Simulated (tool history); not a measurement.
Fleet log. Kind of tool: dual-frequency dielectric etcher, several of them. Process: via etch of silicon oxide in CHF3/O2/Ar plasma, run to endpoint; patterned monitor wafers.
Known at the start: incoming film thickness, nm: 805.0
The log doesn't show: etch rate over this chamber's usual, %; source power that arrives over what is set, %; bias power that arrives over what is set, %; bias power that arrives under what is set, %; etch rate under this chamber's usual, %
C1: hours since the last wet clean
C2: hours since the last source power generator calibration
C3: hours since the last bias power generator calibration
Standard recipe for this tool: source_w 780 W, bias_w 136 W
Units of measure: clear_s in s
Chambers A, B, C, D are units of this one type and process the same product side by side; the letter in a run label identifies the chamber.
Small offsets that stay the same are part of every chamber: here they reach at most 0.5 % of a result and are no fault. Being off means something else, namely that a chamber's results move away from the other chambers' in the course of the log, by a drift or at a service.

{"run": "1B", "hour": 7.1, "source_w": 780, "bias_w": 136, "C1": 206.5, "C2": 69.9, "C3": 3039, "clear_s": 397.42}
{"run": "2C", "hour": 17.5, "source_w": 780, "bias_w": 136, "C1": 202.5, "C2": 3814.9, "C3": 928.7, "clear_s": 406.58}
{"run": "3D", "hour": 26.4, "source_w": 780, "bias_w": 136, "C1": 461.3, "C2": 967, "C3": 3565, "clear_s": 395.44}
{"run": "4A", "hour": 31.4, "source_w": 780, "bias_w": 136, "C1": 162.6, "C2": 1448.9, "C3": 1062.8, "clear_s": 396.79}
{"run": "5B", "hour": 38.4, "source_w": 780, "bias_w": 136, "C1": 237.8, "C2": 101.2, "C3": 3070.3, "clear_s": 406.9}
{"run": "6C", "hour": 43.7, "source_w": 780, "bias_w": 148, "C1": 228.7, "C2": 3841.1, "C3": 954.9, "clear_s": 387.31}
{"hour": 44.4, "done": "chamber B: bias power generator calibrated"}
{"run": "7A", "hour": 48.3, "source_w": 780, "bias_w": 148, "C1": 179.5, "C2": 1465.8, "C3": 1079.7, "clear_s": 391.47}
{"run": "8D", "hour": 54.7, "source_w": 780, "bias_w": 148, "C1": 489.6, "C2": 995.3, "C3": 3593.3, "clear_s": 393.73}
{"run": "9C", "hour": 61.3, "source_w": 780, "bias_w": 148, "C1": 246.3, "C2": 3858.7, "C3": 972.5, "clear_s": 384.79}
{"hour": 64.7, "done": "chamber D: wet clean of the chamber"}
{"run": "10B", "hour": 67.0, "source_w": 780, "bias_w": 136, "C1": 266.4, "C2": 129.8, "C3": 22.6, "clear_s": 405.99}
{"run": "11A", "hour": 73.6, "source_w": 780, "bias_w": 136, "C1": 204.8, "C2": 1491.1, "C3": 1105, "clear_s": 407.65}
{"run": "12D", "hour": 79.4, "source_w": 780, "bias_w": 136, "C1": 14.7, "C2": 1020, "C3": 3618, "clear_s": 397.9}
{"run": "13C", "hour": 85.0, "source_w": 780, "bias_w": 136, "C1": 270, "C2": 3882.4, "C3": 996.2, "clear_s": 399.87}
{"run": "14D", "hour": 93.5, "source_w": 780, "bias_w": 136, "C1": 28.8, "C2": 1034.1, "C3": 3632.1, "clear_s": 403.51}
{"run": "15B", "hour": 101.6, "source_w": 780, "bias_w": 136, "C1": 301, "C2": 164.4, "C3": 57.2, "clear_s": 403.99}
{"run": "16A", "hour": 111.3, "source_w": 780, "bias_w": 136, "C1": 242.5, "C2": 1528.8, "C3": 1142.7, "clear_s": 397.48}
{"run": "17C", "hour": 118.3, "source_w": 780, "bias_w": 136, "C1": 303.3, "C2": 3915.7, "C3": 1029.5, "clear_s": 406.56}
{"run": "18D", "hour": 124.9, "source_w": 780, "bias_w": 136, "C1": 60.2, "C2": 1065.5, "C3": 3663.5, "clear_s": 400.07}
{"run": "19B", "hour": 130.3, "source_w": 780, "bias_w": 136, "C1": 329.7, "C2": 193.1, "C3": 85.9, "clear_s": 398.15}
{"run": "20A", "hour": 135.7, "source_w": 780, "bias_w": 136, "C1": 266.9, "C2": 1553.2, "C3": 1167.1, "clear_s": 403.73}
{"run": "21B", "hour": 142.4, "source_w": 780, "bias_w": 136, "C1": 341.8, "C2": 205.2, "C3": 98, "clear_s": 399.31}
{"run": "22C", "hour": 148.6, "source_w": 780, "bias_w": 136, "C1": 333.6, "C2": 3946, "C3": 1059.8, "clear_s": 418.19}
{"run": "23A", "hour": 156.3, "source_w": 780, "bias_w": 136, "C1": 287.5, "C2": 1573.8, "C3": 1187.7, "clear_s": 398.71}
{"run": "24D", "hour": 162.2, "source_w": 780, "bias_w": 136, "C1": 97.5, "C2": 1102.8, "C3": 3700.8, "clear_s": 400.39}
{"run": "25A", "hour": 169.8, "source_w": 780, "bias_w": 136, "C1": 301, "C2": 1587.3, "C3": 1201.2, "clear_s": 392.92}
{"run": "26D", "hour": 179.2, "source_w": 780, "bias_w": 136, "C1": 114.5, "C2": 1119.8, "C3": 3717.8, "clear_s": 403.17}
{"run": "27B", "hour": 185.8, "source_w": 780, "bias_w": 136, "C1": 385.2, "C2": 248.6, "C3": 141.4, "clear_s": 400.28}
{"run": "28C", "hour": 193.5, "source_w": 780, "bias_w": 136, "C1": 378.5, "C2": 3990.9, "C3": 1104.7, "clear_s": 424.76}
{"run": "29D", "hour": 199.4, "source_w": 780, "bias_w": 136, "C1": 134.7, "C2": 1140, "C3": 3738, "clear_s": 401.07}

Next, all 4 chambers run the settings below, one line each with question marks for the results. What does each chamber give?
{"run": "30A", "hour": 207.0, "source_w": 780, "bias_w": 136, "clear_s": "?"}
{"run": "30B", "hour": 207.0, "source_w": 780, "bias_w": 136, "clear_s": "?"}
{"run": "30C", "hour": 207.0, "source_w": 780, "bias_w": 136, "clear_s": "?"}
{"run": "30D", "hour": 207.0, "source_w": 780, "bias_w": 136, "clear_s": "?"}

run=30A clear_s=394.99
run=30B clear_s=400.75
run=30C clear_s=421.98
run=30D clear_s=405.42

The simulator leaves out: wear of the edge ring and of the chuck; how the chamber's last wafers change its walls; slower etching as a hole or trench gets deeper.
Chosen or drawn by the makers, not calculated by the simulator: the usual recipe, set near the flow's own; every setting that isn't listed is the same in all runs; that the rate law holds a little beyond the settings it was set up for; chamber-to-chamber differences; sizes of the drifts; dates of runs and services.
